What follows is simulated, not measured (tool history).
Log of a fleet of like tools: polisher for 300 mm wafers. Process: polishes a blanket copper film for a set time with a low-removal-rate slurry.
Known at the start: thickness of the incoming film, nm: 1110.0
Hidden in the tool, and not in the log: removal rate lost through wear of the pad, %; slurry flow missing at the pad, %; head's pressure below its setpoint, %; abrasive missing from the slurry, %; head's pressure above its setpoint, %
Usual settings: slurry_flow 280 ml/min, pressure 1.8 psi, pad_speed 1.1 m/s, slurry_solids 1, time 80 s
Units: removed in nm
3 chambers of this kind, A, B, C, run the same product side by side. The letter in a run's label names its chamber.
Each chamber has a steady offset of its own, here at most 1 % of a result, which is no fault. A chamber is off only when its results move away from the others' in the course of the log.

run   hour  slurry_flow  pressure  pad_speed  slurry_solids  time  wafers polished on this pad  hours since the slurry nozzle was cleaned  hours since the head pressure was calibrated  hours since the slurry blender was calibrated  removed
       6.8  -- chamber C: slurry blender recalibrated
 1A   11.3          280       1.8        1.1              1    80                          337                                      166.5                                         158.6                                           72.3   171.05
 2C     22          280       1.8        1.1              1    80                          796                                      209.7                                         650.4                                           15.2   168.22
 3B   30.5          280       1.8        1.1              1    80                          457                                      495.3                                           422                                          162.4   167.41
 4C   35.6          280       1.8        1.1              1    80                          871                                      223.3                                           664                                           28.8   169.43
 5B   40.7          280       1.8        1.1           0.75    80                          513                                      505.5                                         432.2                                          172.6   159.82
 6A   46.4          280       1.8        1.1           0.75    80                          531                                      201.6                                         193.7                                          107.4    158.2
        49  -- chamber B: worn pad replaced by a new one
 7A   51.5          280       1.8        1.1           0.75    80                          559                                      206.7                                         198.8                                          112.5   158.89
 8C   58.1          280       1.8        1.1              1    80                          995                                      245.8                                         686.5                                           51.3      169
      58.9  -- chamber C: head pressure recalibrated
 9B   66.6          280       1.8        1.1              1    80                           97                                      531.4                                         458.1                                          198.5   168.69
10C   76.3          280       1.8        1.1              1    80                         1096                                        264                                          17.4                                           69.5   169.98
11B   83.7          280       1.8        1.1              1    80                          192                                      548.5                                         475.2                                          215.6   168.44
12A   90.9          280       1.8        1.1              1    80                          777                                      246.1                                         238.2                                          151.9   168.92
13C   96.5          280       1.8        1.1              1    80                         1207                                      284.2                                          37.6                                           89.7   168.22
     103.5  -- chamber C: slurry blender recalibrated
       105  -- chamber B: slurry nozzle cleaned
14B  106.2          280       1.8        1.1              1    80                          316                                        1.2                                         497.7                                          238.1   169.91
15A  111.6          280       1.8        1.1              1    80                          891                                      266.8                                         258.9                                          172.6   169.01
16C  118.4          280       1.3        1.1              1    80                         1329                                      306.1                                          59.5                                             15   122.59
     123.5  -- chamber A: worn pad replaced by a new one
17A  124.5          280       1.3        1.1              1    80                            5                                      279.7                                         271.8                                          185.5   121.81
18B  131.4          280       1.3        1.1              1    80                          455                                       26.4                                         522.9                                          263.3   121.92
19C  141.9          280       1.8        1.1              1    80                         1458                                      329.6                                            83                                           38.5   170.49
20A  152.5          280       1.8        1.1              1    80                          160                                      307.7                                         299.8                                          213.5   168.62
21B  163.6          240       1.8        1.1              1    64                          633                                       58.6                                         555.1                                          295.5   132.15
     169.5  -- chamber B: worn pad replaced by a new one
22A  171.2          240       1.8        1.1              1    64                          263                                      326.4                                         318.5                                          232.2   132.29
23C  181.4          240       1.8        1.1              1    64                         1677                                      369.1                                         122.5                                             78   127.98
24B  189.9          280       1.8        1.1              1    80                          113                                       84.9                                         581.4                                          321.8   168.11
25A  194.9          280       1.8        1.1              1    80                          394                                      350.1                                         342.2                                          255.9   167.99
     197.5  -- chamber B: slurry blender recalibrated
26B  201.7          280       1.8       1.42              1    80                          178                                       96.7                                         593.2                                            4.2   217.91
       207  -- chamber A: slurry blender recalibrated
27C  208.5          280       1.8       1.42              1    80                         1826                                      396.2                                         149.6                                          105.1   207.98
28A  217.7          280       1.8       1.42              1    80                          520                                      372.9                                           365                                           10.7   217.25
29B  224.1          280       1.8        1.1              1    80                          302                                      119.1                                         615.6                                           26.6   169.04
     224.7  -- chamber C: slurry blender recalibrated
30C  233.1          280       1.8        1.1              1    80                         1962                                      420.8                                         174.2                                            8.5   159.42
31B  241.2          280       1.8        1.1              1    80                          396                                      136.2                                         632.7                                           43.7   168.65
     249.2  -- chamber B: head pressure recalibrated
32A  249.6          280       1.8        1.1              1    80                          697                                      404.8                                         396.9                                           42.6   168.88
33C  256.5          280       1.8        1.1              1   100                         2092                                      444.2                                         197.6                                           31.9   196.53
34C  265.2          280       1.8        1.1              1   100                         2140                                      452.9                                         206.3                                           40.6   197.16
35B  270.3          280       1.8        1.1              1   100                          557                                      165.3                                          21.1                                           72.8   210.75
     276.6  -- chamber A: worn pad replaced by a new one
36A  280.6          280       1.8        1.1              1    80                           22                                      435.8                                         427.9                                           73.6   169.37
37A  292.1          280       1.8        1.1              1    80                           85                                      447.3                                         439.4                                           85.1   169.87

Next, every chamber runs the same settings. What will each give?
38A  300.3          280       1.8        1.1              1    80                                                                                                                                                                             ?
38B  300.3          280       1.8        1.1              1    80                                                                                                                                                                             ?
38C  300.3          280       1.8        1.1              1    80                                                                                                                                                                             ?

run  removed
38A   167.82
38B    169.3
38C   155.24
